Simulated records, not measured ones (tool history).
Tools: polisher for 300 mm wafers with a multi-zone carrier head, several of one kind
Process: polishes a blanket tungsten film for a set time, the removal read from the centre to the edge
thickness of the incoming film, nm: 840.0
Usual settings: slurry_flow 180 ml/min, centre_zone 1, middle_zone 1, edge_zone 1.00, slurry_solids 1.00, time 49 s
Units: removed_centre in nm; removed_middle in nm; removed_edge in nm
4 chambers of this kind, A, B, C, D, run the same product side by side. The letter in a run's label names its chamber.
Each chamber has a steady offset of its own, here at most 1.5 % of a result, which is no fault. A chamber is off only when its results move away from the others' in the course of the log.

run	hour	slurry_flow	centre_zone	middle_zone	edge_zone	slurry_solids	time	removed_centre	removed_middle	removed_edge
# hour 2.2: chamber C: worn pad replaced by a new one
1C	5.0	180	1	1	1.00	1.00	49	275.22	276.44	271.46
2D	15.5	180	1	1	1.00	1.00	49	275.29	269.79	272.74
3A	24.8	180	1	1	1.00	1.00	49	276.01	277.01	269.42
4B	30.7	180	1	1	1.00	1.00	49	276.67	274.53	273.96
5C	38.4	180	1	1	1.00	1.00	49	277.49	272.52	268.85
6B	46.0	180	1	1	1.00	1.00	49	277.19	273.35	274.45
7D	51.6	180	1	1	1.05	1.00	49	278.37	273.35	285.71
# hour 55.8: chamber D: worn pad replaced by a new one
8A	60.5	180	1	1	1.05	1.00	49	279.29	280.50	286.71
9A	68.8	180	1	1	1.05	1.00	49	273.70	276.82	284.75
10C	73.5	180	1	1	1.05	1.00	49	275.23	274.43	278.74
11D	78.1	180	1	1	1.00	1.00	49	278.57	276.28	273.22
12B	84.4	180	1	1	1.00	1.00	49	272.90	273.18	271.45
# hour 85.8: chamber A: worn pad replaced by a new one
# hour 90.2: chamber A: centre zone pressure recalibrated
13C	91.5	180	1	1	1.00	1.00	49	274.12	274.92	272.37
14B	99.5	180	1	1	1.00	1.00	49	275.65	272.90	273.43
15D	109.6	180	1	1	1.00	1.00	49	278.71	272.44	271.36
# hour 110.0: chamber C: worn pad replaced by a new one
# hour 110.8: chamber B: worn pad replaced by a new one
16A	114.7	180	1	1	1.00	1.00	49	290.41	276.01	272.79
17A	123.0	180	1	1	1.00	1.00	49	290.60	278.17	277.94
18D	128.1	180	1	1	1.00	1.00	49	278.36	273.54	272.87
19B	136.7	180	1	1	1.00	1.00	49	277.51	273.36	270.25
20C	142.9	180	1	1	1.00	1.00	49	272.64	271.88	276.60
21B	148.4	180	1	1	1.00	1.00	49	276.36	274.15	275.43
22D	157.5	180	1	1	1.00	1.00	49	275.81	275.25	268.40
23C	164.7	180	1	1	1.00	1.00	49	272.04	273.00	273.70
24A	174.3	180	1	1	1.00	1.00	49	291.81	273.31	271.12
25D	184.7	180	1	1	1.00	1.00	49	277.45	273.25	271.36
26A	192.4	180	1	1	1.00	1.00	49	295.59	277.34	273.54
27B	201.3	180	1	1	1.00	0.75	49	258.99	255.89	256.58
28C	207.3	180	1	1	1.00	0.75	49	257.79	253.77	257.70

What goes on in this fleet: one chamber off, a drifting gauge, or nothing beyond the chambers' own small offsets? Name the chamber and the cause, if any.

A service left chamber A off against the others.
Cause: centre zone's pressure above its setpoint, % = 5.16.

Here are 4 candidates for chamber A's next run, each the usual settings with a change, their results left as question marks. Which one brings its results back in line with what the others give on the usual settings?
In line means no further than this from the other chambers' mean on the usual settings: removed_centre 7.00 nm; removed_middle 7.70 nm; removed_edge 9.80 nm
29A-1	214.8	185	1.04	1	0.98	1.00	49	?	?	?
29A-2	214.8	175	0.96	1	1.02	1.00	49	?	?	?
29A-3	214.8	180	1.01	1	1.00	1.00	49	?	?	?
29A-4	214.8	180	0.99	1	1.00	1.00	49	?	?	?

The other chambers' mean on the usual settings: removed_centre 276.35 nm; removed_middle 273.13 nm; removed_edge 273.30 nm
run	removed_centre	removed_middle	removed_edge
29A-1	306.85	276.77	271.02
29A-2	278.41	274.43	274.97
29A-3	295.79	275.62	273.03
29A-4	289.41	275.65	273.03
29A-2 brings the chamber back in line.
